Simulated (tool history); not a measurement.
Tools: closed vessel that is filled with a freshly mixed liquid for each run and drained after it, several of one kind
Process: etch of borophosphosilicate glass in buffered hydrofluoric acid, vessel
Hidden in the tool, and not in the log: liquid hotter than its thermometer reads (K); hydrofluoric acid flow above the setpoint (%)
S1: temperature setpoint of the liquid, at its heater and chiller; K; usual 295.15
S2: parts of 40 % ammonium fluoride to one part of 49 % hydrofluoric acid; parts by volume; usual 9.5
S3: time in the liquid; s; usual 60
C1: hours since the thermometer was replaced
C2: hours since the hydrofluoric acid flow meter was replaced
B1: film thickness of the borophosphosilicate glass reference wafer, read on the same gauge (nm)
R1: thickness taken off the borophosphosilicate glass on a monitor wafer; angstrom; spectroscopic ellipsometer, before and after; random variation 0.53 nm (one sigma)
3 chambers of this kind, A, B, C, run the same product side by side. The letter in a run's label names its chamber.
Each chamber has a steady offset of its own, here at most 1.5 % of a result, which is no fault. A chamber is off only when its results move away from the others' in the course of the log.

run  hour      S1   S2  S3      C1      C2      B1      R1
 1C   2.5  295.15  9.5  60      68  1454.4  79.956  1288.6
 2B   6.4  295.15  9.5  60  2074.5   410.3  80.022  1274.3
 3A  10.4  295.15  9.5  60   408.4   522.4  79.991    1286
 4B  14.8  295.15  9.5  60  2082.9   418.7  80.004  1267.5
 5C  17.3  295.15  9.5  60    82.8  1469.2   79.99    1300
 6A  19.8  295.15  9.5  60   417.8   531.8  80.012  1284.7
 7B  23.6  295.15  9.5  60  2091.7   427.5   79.97  1274.6
     24.4  -- chamber B: thermometer replaced
 8A  27.4  295.15  9.5  60   425.4   539.4  79.968  1285.6
 9C  31.2  295.15  9.5  60    96.7  1483.1  80.033  1299.6
10A  35.4  295.15  9.5  60   433.4   547.4   79.99  1277.9
11B  37.4  295.15  9.5  35    13.1   441.3  79.993  740.87
12C  41.5  295.15  9.5  35     107  1493.4   79.94  752.36
13A  44.4  295.15  9.5  35   442.4   556.4  80.017  747.29
14C  48.7  295.15  9.5  60   114.2  1500.6  80.025  1296.7
15B    51  295.15  9.5  60    26.7   454.9  79.933  1281.6
16B  55.3  295.15  9.5  60      31   459.2  80.045  1269.8
17A  58.4  295.15  9.5  60   456.4   570.4  80.007  1281.1
18C  62.5  295.15  9.5  60     128  1514.4  80.028  1295.5
19C  64.7  295.15  9.5  60   130.2  1516.6  80.019  1302.8
20B  66.9  295.15  7.5  60    42.6   470.8  79.997  1594.2
21A  69.1  295.15  7.5  60   467.1   581.1  80.003  1624.6
22A  72.8  295.15  7.5  60   470.8   584.8  80.016  1620.8
23B  75.8  295.15  7.5  40    51.5   479.7  79.979    1069
24C  79.2  295.15  7.5  40   144.7  1531.1  79.937  1090.8
25A  82.5  295.15  7.5  40   480.5   594.5  80.039    1072
26B  86.4  295.15  9.5  60    62.1   490.3  80.023  1275.3

All 3 chambers run these settings next. Forecast each chamber's results:
27A  89.6  295.15  9.5  90               ?
27B  89.6  295.15  9.5  90               ?
27C  89.6  295.15  9.5  90               ?

run      R1
27A  1936.5
27B  1900.6
27C  1938.4
